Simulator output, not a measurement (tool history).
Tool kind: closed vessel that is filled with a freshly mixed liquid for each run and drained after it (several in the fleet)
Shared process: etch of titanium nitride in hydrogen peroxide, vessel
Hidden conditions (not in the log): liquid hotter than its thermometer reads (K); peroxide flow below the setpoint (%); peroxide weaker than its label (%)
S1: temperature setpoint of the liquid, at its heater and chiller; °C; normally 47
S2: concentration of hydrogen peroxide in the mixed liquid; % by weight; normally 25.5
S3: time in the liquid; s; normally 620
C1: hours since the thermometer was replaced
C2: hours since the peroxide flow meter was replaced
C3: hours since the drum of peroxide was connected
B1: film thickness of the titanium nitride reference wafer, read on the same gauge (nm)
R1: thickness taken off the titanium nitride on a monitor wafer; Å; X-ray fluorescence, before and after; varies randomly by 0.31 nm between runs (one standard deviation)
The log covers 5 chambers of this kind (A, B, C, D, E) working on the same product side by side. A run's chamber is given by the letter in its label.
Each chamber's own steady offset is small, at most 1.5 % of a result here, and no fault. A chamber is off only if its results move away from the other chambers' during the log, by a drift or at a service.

run,hour,S1,S2,S3,C1,C2,C3,B1,R1
1B,6.7,47,25.5,620,2208.2,1275.7,272,69.974,362.07
2A,15.1,47,25.5,620,502.8,1120.5,1271.4,69.974,352.89
# hour 17.3: chamber A: new drum of peroxide connected
3D,21,47,25.5,620,2165.3,1236.5,297.7,70.006,361.74
# hour 23.6: chamber D: new drum of peroxide connected
4C,29.5,47,25.5,620,573,863.8,79,69.992,359.4
5E,37.2,47,25.5,620,492,433.2,662.2,70.048,357.1
6D,43.6,47,25.5,620,2187.9,1259.1,20.1,69.97,356.83
7C,47.6,38.5,25.5,620,591.1,881.9,97.1,70.01,188.64
# hour 50.5: chamber E: new drum of peroxide connected
8B,55.5,38.5,25.5,620,2257,1324.5,320.8,69.975,186.13
9A,62.3,38.5,25.5,620,550,1167.7,45,69.981,185.48
10E,68.3,38.5,25.5,620,523.1,464.3,17.8,70.014,192.24
11D,73.1,38.5,25.5,620,2217.4,1288.6,49.6,70.016,185.74
12B,81.7,47,25.5,620,2283.2,1350.7,347,69.935,360.51
13A,89.4,47,30,825,577.1,1194.8,72.1,70.024,490.21
14E,96.9,47,30,825,551.7,492.9,46.4,69.988,500.97
15C,103.6,47,30,825,647.1,937.9,153.1,70.027,490.54
16E,108.3,47,30,825,563.1,504.3,57.8,70.033,486.86
17A,113.2,47,30,825,600.9,1218.6,95.9,70.029,493.23
18B,119.4,47,25.5,620,2320.9,1388.4,384.7,69.994,361.72
# hour 124.9: chamber C: peroxide flow meter replaced
# hour 126.6: chamber E: peroxide flow meter replaced
19D,126.8,47,25.5,620,2271.1,1342.3,103.3,70.041,360.69
20C,135.8,47,25.5,620,679.3,11,185.3,69.985,362.42
21C,142.7,47,25.5,620,686.2,17.9,192.2,69.968,355.75
22D,149,47,25.5,620,2293.3,1364.5,125.5,69.998,358.62
23E,156.7,47,25.5,620,611.5,30.1,106.2,70.044,364.01
24A,163.6,47,25.5,620,651.3,1269,146.3,69.989,368.47
25B,169.2,47,29,315,2370.7,1438.2,434.5,70.043,188.04
26E,174.1,47,29,315,628.9,47.5,123.6,70.009,188.12
27D,178.7,47,29,315,2323,1394.2,155.2,69.971,188.05
28C,186.7,47,29,315,730.2,61.9,236.2,70.058,186.82
29B,194.1,47,29,315,2395.6,1463.1,459.4,70.043,189.92
30A,199.8,47,25.5,620,687.5,1305.2,182.5,70.032,378.08
31A,205.7,47,25.5,620,693.4,1311.1,188.4,69.997,376.65
32E,213.1,47,25.5,620,667.9,86.5,162.6,69.996,358.37
33D,220.2,47,25.5,620,2364.5,1435.7,196.7,70.032,358.34
34C,228.5,47,25.5,620,772,103.7,278,69.979,358.26
35B,237.4,47,25.5,620,2438.9,1506.4,502.7,70.016,365.67
36B,246.1,47,25.5,620,2447.6,1515.1,511.4,70.009,358.97

Next, all 5 chambers run the settings below, one line each with question marks for the results. What does each chamber give?
37A,252.8,47,29.5,620,,,,,?
37B,252.8,47,29.5,620,,,,,?
37C,252.8,47,29.5,620,,,,,?
37D,252.8,47,29.5,620,,,,,?
37E,252.8,47,29.5,620,,,,,?

run,R1
37A,406.72
37B,368.38
37C,367.71
37D,368.96
37E,372.45
